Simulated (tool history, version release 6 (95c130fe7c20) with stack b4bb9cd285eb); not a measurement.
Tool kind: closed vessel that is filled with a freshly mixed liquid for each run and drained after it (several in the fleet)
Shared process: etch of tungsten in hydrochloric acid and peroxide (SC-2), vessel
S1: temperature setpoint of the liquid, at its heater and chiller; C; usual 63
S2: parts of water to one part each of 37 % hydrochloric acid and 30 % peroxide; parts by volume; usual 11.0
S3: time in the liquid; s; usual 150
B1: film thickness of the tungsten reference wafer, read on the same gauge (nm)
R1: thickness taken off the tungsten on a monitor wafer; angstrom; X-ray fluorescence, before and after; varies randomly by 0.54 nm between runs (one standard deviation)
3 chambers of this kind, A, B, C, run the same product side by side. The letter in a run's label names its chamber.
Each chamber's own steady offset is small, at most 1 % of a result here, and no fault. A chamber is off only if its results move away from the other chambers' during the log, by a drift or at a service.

run   hour  S1    S2   S3      B1       R1
 1C    8.7  63  11.0  150  50.027   581.83
 2B   17.4  63  11.0  150  49.997   580.97
 3A   23.8  63  11.0  150  50.012   589.06
 4C   28.8  63  11.0  150  50.033   583.65
 5B   37.2  63  11.0  150  50.003   585.15
 6A   45.2  63  11.0  150  49.965   585.60
 7C   49.7  67  11.0  150  49.985   742.52
      52.9  -- chamber A: thermometer replaced
 8B   54.0  67  11.0  150  49.996   753.75
 9A   59.3  67  11.0  150  49.998   739.35
10C   67.7  63   9.5   70  50.012   309.06
11B   72.0  63   9.5   70  49.996   309.32
12A   77.4  63   9.5   70  49.948   304.01
13B   82.0  63  11.0  150  49.979   602.25
14C   88.5  63  11.0  150  50.021   585.91
15A   96.9  63  11.0  150  50.005   579.84
16C  102.2  63  11.0  150  50.023   583.41
17A  108.0  72  15.0  150  49.995   769.51
18B  113.9  72  15.0  150  49.966   816.89
19C  122.2  72  15.0  150  49.961   776.02
20B  127.5  69   7.0  150  50.007  1305.20

All 3 chambers run these settings next. Forecast each chamber's results:
21A  133.9  63  11.0  150       ?
21B  133.9  63  11.0  150       ?
21C  133.9  63  11.0  150       ?

run      R1
21A  578.02
21B  632.98
21C  576.25

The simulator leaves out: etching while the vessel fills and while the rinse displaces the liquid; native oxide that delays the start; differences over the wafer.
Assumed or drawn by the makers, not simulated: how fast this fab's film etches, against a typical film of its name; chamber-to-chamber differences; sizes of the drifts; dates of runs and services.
